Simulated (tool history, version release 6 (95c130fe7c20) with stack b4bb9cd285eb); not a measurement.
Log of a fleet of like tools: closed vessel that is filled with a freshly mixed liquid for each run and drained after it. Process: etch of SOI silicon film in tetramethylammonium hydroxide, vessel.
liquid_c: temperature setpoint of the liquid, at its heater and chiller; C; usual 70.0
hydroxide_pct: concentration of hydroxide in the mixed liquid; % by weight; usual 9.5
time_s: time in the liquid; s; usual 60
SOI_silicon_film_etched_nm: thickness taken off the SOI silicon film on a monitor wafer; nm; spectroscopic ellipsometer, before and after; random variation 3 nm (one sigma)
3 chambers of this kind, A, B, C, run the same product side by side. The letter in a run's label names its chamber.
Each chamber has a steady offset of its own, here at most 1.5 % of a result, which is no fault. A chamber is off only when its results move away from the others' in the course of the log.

run   hour  liquid_c  hydroxide_pct  time_s  read-back film thickness of the SOI silicon film reference wafer, read on the same gauge (nm)  SOI_silicon_film_etched_nm
 1A   11.3      70.0            9.5      60                                                                                         80.007                      441.94
 2C   19.5      70.0            9.5      60                                                                                         80.000                      438.31
 3B   30.1      70.0            9.5      60                                                                                         79.992                      438.53
 4B   36.4      70.0            9.5      60                                                                                         80.001                      432.80
 5C   44.4      70.0            9.5      60                                                                                         80.002                      440.00
 6A   55.4      70.0            9.5      60                                                                                         80.015                      446.35
 7B   61.8      70.0            9.5      60                                                                                         79.993                      435.90
 8C   69.4      70.0            9.5      60                                                                                         80.009                      447.27
      72.6  -- chamber A: hydroxide flow meter replaced
 9A   75.4      70.0            8.5      30                                                                                         79.983                      230.34
10A   81.4      70.0            8.5      30                                                                                         79.995                      227.93
11C   87.9      70.0            8.5      30                                                                                         80.006                      231.54
12B   93.1      70.0            9.5      60                                                                                         80.012                      437.41
13C  101.5      70.0            9.5      60                                                                                         80.011                      447.22
14A  112.9      73.5            9.5      30                                                                                         80.025                      268.33
15B  119.4      73.5            9.5      30                                                                                         79.992                      268.99
16C  129.7      73.5            9.5      30                                                                                         80.008                      275.07
17B  139.5      70.0            9.5      60                                                                                         80.010                      442.11
18A  146.7      70.0            9.5      60                                                                                         79.993                      443.13
19B  158.1      70.0            9.5      60                                                                                         80.002                      437.45
20A  164.7      70.0            9.5      60                                                                                         79.995                      443.58
21C  172.3      70.0            9.5      60                                                                                         79.985                      449.13
22C  182.5      70.0            9.5      60                                                                                         79.994                      452.70
23B  189.6      70.0            9.5      60                                                                                         80.000                      430.42
     196.7  -- chamber B: thermometer replaced
24A  197.2      70.0            9.5      60                                                                                         79.998                      443.04
25A  202.6      70.0            9.5      60                                                                                         79.995                      443.30
26B  210.3      74.0            9.5      50                                                                                         80.006                      455.73
27C  215.5      74.0            9.5      50                                                                                         80.009                      483.67
28B  222.9      74.0            9.5      50                                                                                         79.979                      465.68
29A  229.5      70.0            9.5      60                                                                                         79.989                      443.87
30C  234.5      65.0            9.5      60                                                                                         80.008                      340.91
31C  242.8      65.0            9.5      60                                                                                         80.000                      342.02
32A  249.3      65.0            9.5      60                                                                                         79.984                      330.20
33B  258.1      70.0            9.5      60                                                                                         79.998                      435.95
34A  267.6      70.0            9.5      60                                                                                         79.989                      441.03

What goes on in this fleet: one chamber off, a drifting gauge, or nothing beyond the chambers' own small offsets? Name the chamber and the cause, if any.

Chamber C drifts away from the others.
Cause: liquid hotter than its thermometer reads (K) = 1.05.

Here are 4 candidates for chamber C's next run, each the usual settings with a change, their results left as question marks. Which one brings its results back in line with what the others give on the usual settings?
In line means no further than this from the other chambers' mean on the usual settings: SOI_silicon_film_etched_nm 10.00 nm
35C-1  275.8      71.0            9.5      65                                                                                                                          ?
35C-2  275.8      69.0            9.5      55                                                                                                                          ?
35C-3  275.8      71.0            9.5      60                                                                                                                          ?
35C-4  275.8      69.0            9.5      60                                                                                                                          ?

The other chambers' mean on the usual settings: SOI_silicon_film_etched_nm 438.60 nm
  run  SOI_silicon_film_etched_nm
35C-1                      538.96
35C-2                      405.58
35C-3                      497.50
35C-4                      442.45
35C-4 brings the chamber back in line.
